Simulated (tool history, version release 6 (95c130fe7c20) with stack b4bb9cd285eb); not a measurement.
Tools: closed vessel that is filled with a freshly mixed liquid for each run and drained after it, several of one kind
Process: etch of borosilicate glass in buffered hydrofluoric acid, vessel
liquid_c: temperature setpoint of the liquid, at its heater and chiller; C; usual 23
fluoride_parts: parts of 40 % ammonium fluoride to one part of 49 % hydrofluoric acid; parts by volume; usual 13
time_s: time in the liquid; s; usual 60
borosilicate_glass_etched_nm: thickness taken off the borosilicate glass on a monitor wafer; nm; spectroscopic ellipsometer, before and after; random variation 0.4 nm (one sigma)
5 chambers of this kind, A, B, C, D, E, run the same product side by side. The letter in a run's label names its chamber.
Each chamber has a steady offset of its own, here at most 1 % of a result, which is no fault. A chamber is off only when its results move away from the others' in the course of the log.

run     day  liquid_c  fluoride_parts  time_s  hours since the thermometer was replaced  hours since the hydrofluoric acid flow meter was replaced  read-back film thickness of the borosilicate glass reference wafer, read on the same gauge (nm)  borosilicate_glass_etched_nm
 1D   0.521        23              13      60                                     528.5                                                       59.8                                                                                           59.981                         54.59
 2A   1.004        23              13      60                                    1008.7                                                      688.3                                                                                           60.002                        54.563
 3E   1.358        23              13      60                                       687                                                      269.8                                                                                           60.013                         53.89
 4C   1.888        23              13      60                                     232.7                                                      302.9                                                                                           60.068                        54.097
 5B   2.279        23              13      60                                     774.5                                                     1482.5                                                                                           59.977                        54.549
 6E   2.533        23              13      60                                     715.2                                                        298                                                                                           59.961                        55.082
 7D   2.892      21.5              13      60                                     585.4                                                      116.7                                                                                           59.972                        50.071
 8A   3.417      21.5              13      60                                    1066.6                                                      746.2                                                                                           60.031                        50.188
 9B   3.875      21.5              13      60                                     812.8                                                     1520.8                                                                                           59.968                         49.87
10C    4.35      21.5              13      60                                     291.8                                                        362                                                                                           59.997                        49.389
11E   4.758      21.5              13      60                                     768.6                                                      351.4                                                                                           60.023                        52.058
12A   5.004        23              13      60                                    1104.7                                                      784.3                                                                                           59.989                        54.534
       5.35  -- chamber A: hydrofluoric acid flow meter replaced
13C   5.529        23              13      60                                     320.1                                                      390.3                                                                                           60.028                        54.204
14D       6        23              13      60                                       660                                                      191.3                                                                                           60.008                        55.358
15B   6.496        23              13      60                                     875.7                                                     1583.7                                                                                           60.001                        54.745
16A     6.9        23              13      60                                    1150.2                                                       37.3                                                                                           60.023                        53.522
17C   7.392        23              13      60                                     364.8                                                        435                                                                                           59.971                        54.345
18B   7.733        23              13      60                                     905.4                                                     1613.4                                                                                           59.993                        55.217
19D   7.979        23              13      60                                     707.5                                                      238.8                                                                                           59.986                        54.458
20E   8.404        23              13      60                                     856.1                                                      438.9                                                                                           59.991                        56.645
21B    8.75        23              13      60                                     929.8                                                     1637.8                                                                                           59.979                        55.251
22E   9.108        23              13      60                                       873                                                      455.8                                                                                           59.987                        57.697
23C   9.417        23              13      60                                     413.4                                                      483.6                                                                                           59.987                        54.493
24A   9.692        23              13      60                                    1217.2                                                      104.3                                                                                           60.007                        53.787
25D  10.071        23              13      60                                     757.7                                                        289                                                                                           60.043                        55.074
       10.2  -- chamber A: thermometer replaced
26C  10.617        23              13      60                                     442.2                                                      512.4                                                                                           60.013                        54.396
27D  10.938        23              13      40                                     778.5                                                      309.8                                                                                           59.991                        36.649
28A  11.375        23              13      40                                      28.3                                                      144.7                                                                                           60.015                        36.235
29E  11.738        23              13      40                                     936.1                                                      518.9                                                                                           60.003                        39.077
30B  12.125        23              13      40                                    1010.8                                                     1718.8                                                                                            60.02                        35.971
31D  12.408        23              13      40                                     813.8                                                      345.1                                                                                            59.97                         36.95
32A  12.762        23              13      60                                      61.6                                                        178                                                                                           60.015                        53.925
33E  13.167        23              13      60                                     970.4                                                      553.2                                                                                           60.016                        58.693
34B  13.454        23              13      60                                    1042.7                                                     1750.7                                                                                           59.988                        54.281
35C  13.767        23              13      60                                     517.8                                                        588                                                                                           60.001                        55.109
36A  14.092        23              13      60                                      93.5                                                      209.9                                                                                           60.011                        53.978
     14.458  -- chamber D: hydrofluoric acid flow meter replaced
37C  14.496        23            11.5      70                                     535.3                                                      605.5                                                                                           59.982                        71.046
38D  14.967        23            11.5      70                                     875.2                                                       12.2                                                                                           59.997                        71.482
39E  15.371        23            11.5      70                                    1023.3                                                      606.1                                                                                           60.036                        78.125

Is one chamber off against the others, does the gauge drift, or is nothing wrong? If a chamber is off, say which, and what the likeliest cause is.

Chamber E drifts away from the others.
Cause: hydrofluoric acid flow above the setpoint (%) = 8.58.
The log may not tell that from: liquid hotter than its thermometer reads (K).

Here are 4 candidates for chamber E's next run, each the usual settings with a change, their results left as question marks. Which one brings its results back in line with what the others give on the usual settings?
In line means no further than this from the other chambers' mean on the usual settings: borosilicate_glass_etched_nm 1.4 nm
40E-1  15.775        23              13      65                                                                                                                                                                                                                                   ?
40E-2  15.775      22.5            13.5      55                                                                                                                                                                                                                                   ?
40E-3  15.775      23.5            12.5      65                                                                                                                                                                                                                                   ?
40E-4  15.775        23              13      55                                                                                                                                                                                                                                   ?

The other chambers' mean on the usual settings: borosilicate_glass_etched_nm 54.631 nm
  run  borosilicate_glass_etched_nm
40E-1                        64.939
40E-2                        51.525
40E-3                        69.353
40E-4                        54.948
40E-4 brings the chamber back in line.
